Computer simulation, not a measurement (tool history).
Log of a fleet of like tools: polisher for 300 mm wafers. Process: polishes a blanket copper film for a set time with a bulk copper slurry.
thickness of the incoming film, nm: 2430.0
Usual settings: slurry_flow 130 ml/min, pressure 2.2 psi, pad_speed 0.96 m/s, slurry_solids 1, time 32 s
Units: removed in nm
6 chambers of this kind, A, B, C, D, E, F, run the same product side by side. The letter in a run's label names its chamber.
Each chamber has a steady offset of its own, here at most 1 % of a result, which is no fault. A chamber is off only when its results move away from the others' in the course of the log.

| run | hour | slurry_flow | pressure | pad_speed | slurry_solids | time | removed |
|---|---|---|---|---|---|---|---|
|  | 3.1 | chamber C: slurry nozzle cleaned |
|  | 3.1 | chamber C: slurry blender recalibrated |
| 1F | 6.8 | 130 | 2.2 | 0.96 | 1 | 32 | 255.26 |
|  | 7.5 | chamber B: worn pad replaced by a new one |
| 2E | 18.1 | 130 | 2.2 | 0.96 | 1 | 32 | 256.62 |
|  | 19.8 | chamber D: slurry blender recalibrated |
|  | 28.5 | chamber E: worn pad replaced by a new one |
| 3B | 30.8 | 130 | 2.2 | 0.96 | 1 | 32 | 263.14 |
|  | 36 | chamber F: slurry nozzle cleaned |
|  | 39.9 | chamber A: worn pad replaced by a new one |
|  | 40.4 | chamber D: slurry nozzle cleaned |
|  | 40.7 | chamber F: worn pad replaced by a new one |
|  | 43 | chamber D: worn pad replaced by a new one |
| 4A | 43.4 | 130 | 2.2 | 0.96 | 1 | 32 | 252.22 |
|  | 46.2 | chamber C: worn pad replaced by a new one |
|  | 50.8 | chamber E: slurry blender recalibrated |
| 5C | 56.3 | 130 | 2.2 | 1.14 | 1 | 26 | 248.52 |
| 6D | 64.5 | 130 | 2.2 | 1.14 | 1 | 26 | 243.07 |
|  | 73.7 | chamber B: slurry blender recalibrated |
| 7F | 77.4 | 130 | 2.2 | 1.14 | 1 | 26 | 242.63 |
| 8C | 90.5 | 130 | 2.2 | 1.14 | 1 | 26 | 245.2 |
|  | 98.3 | chamber A: slurry nozzle cleaned |
| 9B | 101.5 | 130 | 2.2 | 1.14 | 1 | 26 | 244.71 |
|  | 102.8 | chamber B: worn pad replaced by a new one |
| 10D | 113.1 | 130 | 2.2 | 1.14 | 1 | 26 | 248.77 |
|  | 113.3 | chamber A: worn pad replaced by a new one |
|  | 114.8 | chamber B: slurry nozzle cleaned |
| 11E | 121 | 130 | 2.2 | 0.96 | 1 | 32 | 255.7 |
|  | 121.1 | chamber C: worn pad replaced by a new one |
|  | 131.5 | chamber C: slurry blender recalibrated |
| 12A | 131.9 | 130 | 2.2 | 0.96 | 1 | 25 | 196.33 |
| 13E | 142.1 | 130 | 2.2 | 0.96 | 1 | 25 | 200.7 |
|  | 146.2 | chamber D: worn pad replaced by a new one |
|  | 146.3 | chamber E: head pressure recalibrated |
| 14F | 149.2 | 130 | 2.2 | 0.96 | 1 | 25 | 197.8 |
|  | 152.2 | chamber F: worn pad replaced by a new one |
|  | 156.7 | chamber E: worn pad replaced by a new one |
| 15C | 161.5 | 130 | 2.2 | 0.96 | 1 | 25 | 204.3 |
| 16A | 173.9 | 130 | 2.2 | 0.96 | 1 | 25 | 203.51 |
| 17D | 185 | 130 | 2.2 | 0.96 | 1 | 25 | 196.61 |
|  | 191.3 | chamber A: worn pad replaced by a new one |
|  | 195.1 | chamber C: worn pad replaced by a new one |
| 18B | 199.4 | 130 | 2.2 | 0.96 | 1 | 32 | 256.44 |
|  | 199.9 | chamber B: worn pad replaced by a new one |
| 19D | 211.8 | 130 | 2.2 | 0.96 | 1 | 32 | 253.73 |
| 20E | 223.8 | 130 | 2.2 | 0.96 | 1 | 32 | 261.23 |
| 21C | 233.2 | 130 | 2.2 | 0.96 | 1 | 32 | 253.93 |
|  | 236.7 | chamber D: worn pad replaced by a new one |
| 22A | 241.1 | 130 | 2.2 | 0.96 | 1 | 32 | 255.93 |
|  | 245.9 | chamber F: worn pad replaced by a new one |
|  | 248.5 | chamber A: slurry blender recalibrated |
| 23F | 249.6 | 130 | 2.2 | 0.96 | 1 | 32 | 247.99 |
|  | 251.5 | chamber A: head pressure recalibrated |
|  | 254.5 | chamber D: slurry nozzle cleaned |
|  | 260.4 | chamber C: slurry blender recalibrated |
| 24B | 261.5 | 130 | 2.2 | 0.96 | 1 | 32 | 256.54 |
|  | 264.4 | chamber A: worn pad replaced by a new one |
|  | 272.5 | chamber C: worn pad replaced by a new one |
| 25B | 273.6 | 130 | 2.2 | 0.96 | 1 | 32 | 254.68 |
|  | 283.8 | chamber E: worn pad replaced by a new one |
| 26F | 284.6 | 130 | 2.2 | 0.96 | 1 | 32 | 251.78 |
| 27D | 293.1 | 130 | 2.2 | 0.96 | 1 | 32 | 255.44 |
|  | 306.4 | chamber B: worn pad replaced by a new one |
| 28C | 306.9 | 130 | 2.2 | 0.62 | 0.7 | 32 | 151.09 |
|  | 309.3 | chamber B: slurry blender recalibrated |
| 29E | 318.5 | 130 | 2.2 | 0.62 | 0.7 | 32 | 154.04 |
|  | 324.1 | chamber F: slurry nozzle cleaned |
| 30A | 327.4 | 130 | 2.2 | 0.62 | 0.7 | 32 | 152.46 |
|  | 331.1 | chamber E: slurry nozzle cleaned |
| 31B | 334.9 | 130 | 2.2 | 0.62 | 0.7 | 32 | 150.86 |
|  | 338.6 | chamber F: worn pad replaced by a new one |
|  | 342 | chamber D: worn pad replaced by a new one |
|  | 346.1 | chamber A: worn pad replaced by a new one |
| 32A | 347.9 | 130 | 2.2 | 0.62 | 0.7 | 32 | 151.05 |
|  | 354.7 | chamber B: slurry nozzle cleaned |
| 33C | 359.8 | 130 | 2.2 | 0.62 | 0.7 | 32 | 154.04 |
| 34F | 367.5 | 130 | 1.7 | 0.96 | 1 | 32 | 190.01 |
| 35E | 375.6 | 130 | 1.7 | 0.96 | 1 | 32 | 199.26 |
| 36D | 382.1 | 130 | 1.7 | 0.96 | 1 | 32 | 197.59 |
| 37B | 393.1 | 130 | 1.7 | 0.96 | 1 | 32 | 200.4 |
| 38F | 407.4 | 130 | 1.7 | 0.96 | 1 | 32 | 183.53 |

Is one chamber off against the others, does the gauge drift, or is nothing wrong? If a chamber is off, say which, and what the likeliest cause is.

Chamber F drifts away from the others.
Cause: abrasive missing from the slurry, % = 27.8.
The log may not tell that from: head's pressure below its setpoint, %.

Here are 4 candidates for chamber F's next run, each the usual settings with a change, their results left as question marks. Which one brings its results back in line with what the others give on the usual settings?
In line means no further than this from the other chambers' mean on the usual settings: removed 11 nm
| 39F-1 | 417.7 | 130 | 2.2 | 0.98 | 1 | 33 | ? |
| 39F-2 | 417.7 | 130 | 2.2 | 0.94 | 1 | 31 | ? |
| 39F-3 | 417.7 | 130 | 2.2 | 0.9 | 1 | 30 | ? |
| 39F-4 | 417.7 | 130 | 2.4 | 1.02 | 1 | 32 | ? |

The other chambers' mean on the usual settings: removed 254.69 nm
| run | removed |
|---|---|
| 39F-1 | 255.4 |
| 39F-2 | 230.27 |
| 39F-3 | 213.51 |
| 39F-4 | 280.73 |
39F-1 brings the chamber back in line.

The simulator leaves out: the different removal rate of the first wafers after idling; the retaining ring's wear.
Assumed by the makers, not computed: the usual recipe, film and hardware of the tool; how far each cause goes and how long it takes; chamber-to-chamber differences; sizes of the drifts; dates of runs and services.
